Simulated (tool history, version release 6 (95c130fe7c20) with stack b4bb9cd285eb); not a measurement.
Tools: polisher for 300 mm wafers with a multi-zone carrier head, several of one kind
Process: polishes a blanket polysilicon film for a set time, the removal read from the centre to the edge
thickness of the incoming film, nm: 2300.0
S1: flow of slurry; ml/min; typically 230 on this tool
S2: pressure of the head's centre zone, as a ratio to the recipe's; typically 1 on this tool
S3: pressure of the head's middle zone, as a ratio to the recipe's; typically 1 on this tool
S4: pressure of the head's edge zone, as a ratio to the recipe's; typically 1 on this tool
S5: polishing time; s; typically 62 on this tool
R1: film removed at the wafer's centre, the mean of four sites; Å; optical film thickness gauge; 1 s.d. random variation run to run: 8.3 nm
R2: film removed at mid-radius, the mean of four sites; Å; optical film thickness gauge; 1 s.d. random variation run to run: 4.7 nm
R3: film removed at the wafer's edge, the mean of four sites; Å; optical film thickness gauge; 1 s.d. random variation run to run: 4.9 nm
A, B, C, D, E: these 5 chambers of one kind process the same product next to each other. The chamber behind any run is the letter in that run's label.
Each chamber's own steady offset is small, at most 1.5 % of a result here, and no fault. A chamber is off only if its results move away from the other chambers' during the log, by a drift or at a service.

At hour 4.4: chamber E: slurry nozzle cleaned.
Run 1D, hour 10.8: usual settings. Result: R1 6567.4 Å, R2 6696.7 Å, R3 6601.6 Å.
Run 2E, hour 20.1: usual settings. Result: R1 6646.7 Å, R2 6587.7 Å, R3 6649.8 Å.
At hour 22: chamber A: centre zone pressure recalibrated.
At hour 32.2: chamber B: edge zone pressure recalibrated.
Run 3B, hour 34.4: usual settings. Result: R1 6605.6 Å, R2 6678.1 Å, R3 6686.6 Å.
Run 4A, hour 48.8: usual settings. Result: R1 6643.5 Å, R2 6623.5 Å, R3 6776.6 Å.
Run 5C, hour 63.4: usual settings. Result: R1 6445.6 Å, R2 6673.2 Å, R3 6608.3 Å.
At hour 72: chamber A: worn pad replaced by a new one.
Run 6B, hour 78.6: usual settings but S3 0.95. Result: R1 6559.1 Å, R2 6348.7 Å, R3 6830 Å.
Run 7C, hour 94: usual settings but S3 0.95. Result: R1 6592.6 Å, R2 6365.7 Å, R3 6693.1 Å.
At hour 99.4: chamber C: worn pad replaced by a new one.
At hour 105.4: chamber E: worn pad replaced by a new one.
At hour 108.1: chamber C: slurry nozzle cleaned.
Run 8D, hour 109.9: usual settings but S3 0.95. Result: R1 6568.8 Å, R2 6342 Å, R3 6640.9 Å.
At hour 111.4: chamber E: edge zone pressure recalibrated.
At hour 118.1: chamber D: worn pad replaced by a new one.
Run 9A, hour 124.6: usual settings but S3 0.95. Result: R1 6563.3 Å, R2 6393.9 Å, R3 6789.5 Å.
Run 10E, hour 132.1: usual settings but S3 0.95. Result: R1 6638.2 Å, R2 6333.1 Å, R3 6617.1 Å.
At hour 134: chamber B: worn pad replaced by a new one.
Run 11C, hour 139.6: usual settings. Result: R1 6722 Å, R2 6763 Å, R3 6572.1 Å.
Run 12B, hour 147.5: usual settings. Result: R1 6652.1 Å, R2 6610.9 Å, R3 6713.2 Å.
At hour 150.2: chamber A: slurry nozzle cleaned.
At hour 153.3: chamber C: centre zone pressure recalibrated.
Run 13E, hour 160.1: usual settings. Result: R1 6645 Å, R2 6664.1 Å, R3 6696.2 Å.
Run 14D, hour 173.8: usual settings. Result: R1 6580 Å, R2 6600.2 Å, R3 6638 Å.
Run 15A, hour 182: usual settings. Result: R1 6666.5 Å, R2 6548.9 Å, R3 6776 Å.
Run 16E, hour 190.5: usual settings. Result: R1 6634.4 Å, R2 6596.7 Å, R3 6592.6 Å.
At hour 191.2: chamber D: edge zone pressure recalibrated.
Run 17B, hour 199.2: usual settings. Result: R1 6476.3 Å, R2 6659.6 Å, R3 6674.2 Å.
At hour 200.5: chamber D: centre zone pressure recalibrated.
Run 18A, hour 208.3: usual settings. Result: R1 6725.6 Å, R2 6590.9 Å, R3 6770.2 Å.
At hour 209.2: chamber C: edge zone pressure recalibrated.
At hour 209.8: chamber E: worn pad replaced by a new one.
Run 19C, hour 223.7: usual settings but S1 265 ml/min, S2 0.94. Result: R1 5458.3 Å, R2 6828.3 Å, R3 6739.2 Å.
At hour 227.5: chamber C: worn pad replaced by a new one.
Run 20D, hour 232.8: usual settings but S1 265 ml/min, S2 0.94. Result: R1 6318.9 Å, R2 6829.5 Å, R3 6742.1 Å.
Run 21D, hour 240: usual settings but S1 265 ml/min, S2 0.94. Result: R1 6277.1 Å, R2 6658.1 Å, R3 6687.9 Å.
At hour 241.3: chamber A: worn pad replaced by a new one.
Run 22E, hour 250.7: usual settings but S1 265 ml/min, S2 0.94. Result: R1 6255.1 Å, R2 6760.6 Å, R3 6794.9 Å.
Run 23A, hour 259.5: usual settings but S1 265 ml/min, S2 0.94. Result: R1 6244.3 Å, R2 6769.4 Å, R3 6952.7 Å.
Run 24B, hour 274.1: usual settings. Result: R1 6657.3 Å, R2 6614 Å, R3 6654.5 Å.
At hour 283.6: chamber D: worn pad replaced by a new one.
Run 25C, hour 287: usual settings but S2 0.88, S5 53 s. Result: R1 4284.1 Å, R2 5698.1 Å, R3 5667.8 Å.
At hour 290.1: chamber B: slurry nozzle cleaned.
Run 26D, hour 295.7: usual settings but S2 0.88, S5 53 s. Result: R1 4876.1 Å, R2 5738.5 Å, R3 5666 Å.
Run 27C, hour 308.5: usual settings but S2 0.88, S5 53 s. Result: R1 4307.3 Å, R2 5736.9 Å, R3 5771.7 Å.
At hour 315.8: chamber E: worn pad replaced by a new one.
Run 28B, hour 318: usual settings but S2 0.88, S5 53 s. Result: R1 4946.4 Å, R2 5731.1 Å, R3 5717.4 Å.
At hour 323.2: chamber A: edge zone pressure recalibrated.
Run 29E, hour 326.4: usual settings but S2 0.88, S5 53 s. Result: R1 5068.9 Å, R2 5677.6 Å, R3 5683.5 Å.
Run 30A, hour 336: usual settings. Result: R1 6503.5 Å, R2 6650.3 Å, R3 6773.8 Å.
Run 31D, hour 349.3: usual settings. Result: R1 6550.7 Å, R2 6629 Å, R3 6607.9 Å.
Run 32E, hour 364.5: usual settings. Result: R1 6587.2 Å, R2 6650.8 Å, R3 6688 Å.
Run 33A, hour 374.1: usual settings. Result: R1 6740.7 Å, R2 6695.2 Å, R3 6743.1 Å.

Is one chamber off against the others, does the gauge drift, or is nothing wrong? If a chamber is off, say which, and what the likeliest cause is.

Chamber C has stood off from the others ever since a service on it.
Cause: centre zone's pressure below its setpoint, % = 11.2.

Here are 4 candidates for chamber C's next run, each the usual settings with a change, their results left as question marks. Which one brings its results back in line with what the others give on the usual settings?
A result is in line if it is within this distance of the other chambers' mean on the usual settings: R1 290 Å; R2 160 Å; R3 170 Å
Run 34C-1, hour 385.6: usual settings but S1 225 ml/min, S2 0.9, S3 1.02, S4 1.03, S5 61 s. Result: R1 ?, R2 ?, R3 ?.
Run 34C-2, hour 385.6: usual settings but S1 245 ml/min, S2 1.17, S3 0.96, S4 0.94, S5 64 s. Result: R1 ?, R2 ?, R3 ?.
Run 34C-3, hour 385.6: usual settings but S1 235 ml/min, S2 1.1, S3 0.98, S4 0.97, S5 63 s. Result: R1 ?, R2 ?, R3 ?.
Run 34C-4, hour 385.6: usual settings but S1 220 ml/min, S2 0.84, S3 1.04, S4 1.05, S5 61 s. Result: R1 ?, R2 ?, R3 ?.

The mean the other chambers reach with the usual settings: R1 6646.2 Å; R2 6647.1 Å; R3 6680.1 Å
  run      R1      R2      R3
34C-1  5063.7  6680.6  6653.1
34C-2  7207.7  6697.5  6721.6
34C-3  6589.7  6684.3    6694
34C-4    4665  6781.4  6703.3
Change 34C-3 lands the chamber within the allowed miss of the other chambers.
